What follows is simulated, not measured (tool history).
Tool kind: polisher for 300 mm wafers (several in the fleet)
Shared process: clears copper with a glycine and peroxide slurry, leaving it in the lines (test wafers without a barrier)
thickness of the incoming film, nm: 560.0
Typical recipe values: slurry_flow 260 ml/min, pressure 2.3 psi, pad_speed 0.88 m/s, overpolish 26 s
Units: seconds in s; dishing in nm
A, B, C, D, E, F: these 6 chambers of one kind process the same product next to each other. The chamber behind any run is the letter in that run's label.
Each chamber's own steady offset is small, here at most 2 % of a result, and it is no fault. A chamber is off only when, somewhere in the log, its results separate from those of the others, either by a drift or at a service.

At hour 3: chamber E: worn pad replaced by a new one.
Run 1C, hour 8.2: usual settings. Result: seconds 148.87 s, dishing 49.222 nm.
Run 2D, hour 18.5: usual settings. Result: seconds 143.6 s, dishing 48.94 nm.
At hour 18.8: chamber F: worn pad replaced by a new one.
At hour 25.1: chamber C: worn pad replaced by a new one.
At hour 27: chamber F: head pressure recalibrated.
Run 3B, hour 27.8: usual settings. Result: seconds 146.46 s, dishing 49.938 nm.
At hour 31: chamber A: worn pad replaced by a new one.
Run 4F, hour 39.2: usual settings. Result: seconds 146.2 s, dishing 50.924 nm.
Run 5A, hour 45.3: usual settings. Result: seconds 146.02 s, dishing 51.532 nm.
Run 6E, hour 52.2: usual settings. Result: seconds 148.22 s, dishing 48.705 nm.
Run 7C, hour 63.6: usual settings. Result: seconds 146 s, dishing 51.01 nm.
Run 8B, hour 70.8: usual settings. Result: seconds 145.31 s, dishing 49.454 nm.
Run 9E, hour 81: usual settings. Result: seconds 147.4 s, dishing 48.869 nm.
At hour 82: chamber B: worn pad replaced by a new one.
Run 10D, hour 87.7: usual settings. Result: seconds 143.21 s, dishing 49.791 nm.
Run 11A, hour 93.6: usual settings but overpolish 34 s. Result: seconds 147.33 s, dishing 55.818 nm.
Run 12F, hour 100.2: usual settings but overpolish 34 s. Result: seconds 147.82 s, dishing 57.724 nm.
At hour 104.6: chamber E: worn pad replaced by a new one.
Run 13A, hour 112.1: usual settings but overpolish 34 s. Result: seconds 143.9 s, dishing 56.252 nm.
Run 14F, hour 123: usual settings but overpolish 34 s. Result: seconds 144.76 s, dishing 56.648 nm.
At hour 127: chamber D: worn pad replaced by a new one.
Run 15E, hour 130.2: usual settings but overpolish 34 s. Result: seconds 145.99 s, dishing 56.067 nm.
Run 16D, hour 136.2: usual settings but overpolish 34 s. Result: seconds 140.83 s, dishing 56.018 nm.
Run 17C, hour 142.8: usual settings but overpolish 12 s. Result: seconds 145.4 s, dishing 29.843 nm.
Run 18B, hour 152.7: usual settings but overpolish 12 s. Result: seconds 145.07 s, dishing 28.334 nm.
At hour 159.1: chamber C: worn pad replaced by a new one.
Run 19E, hour 164.5: usual settings but overpolish 12 s. Result: seconds 146.82 s, dishing 28.397 nm.
Run 20C, hour 171.5: usual settings but overpolish 12 s. Result: seconds 146.69 s, dishing 29.305 nm.
Run 21A, hour 181.4: usual settings but overpolish 12 s. Result: seconds 152.06 s, dishing 29.82 nm.
Run 22F, hour 191.7: usual settings but overpolish 12 s. Result: seconds 148.11 s, dishing 29.049 nm.
At hour 193.9: chamber B: head pressure recalibrated.
At hour 193.9: chamber F: worn pad replaced by a new one.
At hour 194.3: chamber B: worn pad replaced by a new one.
At hour 202.5: chamber F: slurry nozzle cleaned.
Run 23D, hour 203.3: usual settings. Result: seconds 138.54 s, dishing 48.813 nm.
Run 24B, hour 215.5: usual settings. Result: seconds 143.59 s, dishing 49 nm.
At hour 215.7: chamber E: worn pad replaced by a new one.
At hour 219.9: chamber A: head pressure recalibrated.
At hour 223.4: chamber A: worn pad replaced by a new one.
Run 25B, hour 223.9: usual settings but slurry_flow 335 ml/min, pressure 2 psi. Result: seconds 158.67 s, dishing 47.695 nm.
At hour 232.7: chamber B: slurry nozzle cleaned.
Run 26D, hour 234.9: usual settings but slurry_flow 335 ml/min, pressure 2 psi. Result: seconds 156.75 s, dishing 46.958 nm.
Run 27A, hour 243.2: usual settings but slurry_flow 335 ml/min, pressure 2 psi. Result: seconds 158.46 s, dishing 47.616 nm.
Run 28E, hour 250.4: usual settings but slurry_flow 335 ml/min, pressure 2 psi. Result: seconds 161.13 s, dishing 47.376 nm.
Run 29C, hour 258.8: usual settings but slurry_flow 335 ml/min, pressure 2 psi. Result: seconds 162.87 s, dishing 47.637 nm.
Run 30F, hour 266.4: usual settings but slurry_flow 335 ml/min, pressure 2 psi. Result: seconds 154.48 s, dishing 46.895 nm.
Run 31A, hour 272.8: usual settings. Result: seconds 145.39 s, dishing 49.055 nm.
At hour 274.8: chamber C: slurry nozzle cleaned.
At hour 277.5: chamber D: worn pad replaced by a new one.
Run 32F, hour 279.4: usual settings but pressure 2 psi, overpolish 39 s. Result: seconds 161.73 s, dishing 57.81 nm.
At hour 289.8: chamber B: worn pad replaced by a new one.
Run 33C, hour 291: usual settings but pressure 2 psi, overpolish 39 s. Result: seconds 168.78 s, dishing 56.937 nm.
Run 34E, hour 296.7: usual settings but pressure 2 psi, overpolish 39 s. Result: seconds 160.55 s, dishing 58.54 nm.
Run 35D, hour 302.9: usual settings but pressure 2 psi, overpolish 39 s. Result: seconds 156.97 s, dishing 56.159 nm.
At hour 306.2: chamber E: worn pad replaced by a new one.
Run 36B, hour 309.8: usual settings but pressure 2 psi, overpolish 39 s. Result: seconds 160.96 s, dishing 55.582 nm.
At hour 311.1: chamber C: worn pad replaced by a new one.
Run 37A, hour 317.6: usual settings but pressure 2 psi, overpolish 39 s. Result: seconds 161.75 s, dishing 57.834 nm.
Run 38F, hour 326.7: usual settings. Result: seconds 142.72 s, dishing 48.656 nm.
Run 39B, hour 336.3: usual settings. Result: seconds 144.86 s, dishing 50.529 nm.
Run 40E, hour 345.4: usual settings. Result: seconds 151.07 s, dishing 50.581 nm.
Run 41C, hour 355.1: usual settings. Result: seconds 145.45 s, dishing 49.959 nm.
Run 42D, hour 362.4: usual settings. Result: seconds 148.72 s, dishing 49.823 nm.

Is one chamber off against the others, does the gauge drift, or is nothing wrong? If a chamber is off, say which, and what the likeliest cause is.

No chamber is off and the gauge is stable; the differences are just each chamber's small, constant offset.

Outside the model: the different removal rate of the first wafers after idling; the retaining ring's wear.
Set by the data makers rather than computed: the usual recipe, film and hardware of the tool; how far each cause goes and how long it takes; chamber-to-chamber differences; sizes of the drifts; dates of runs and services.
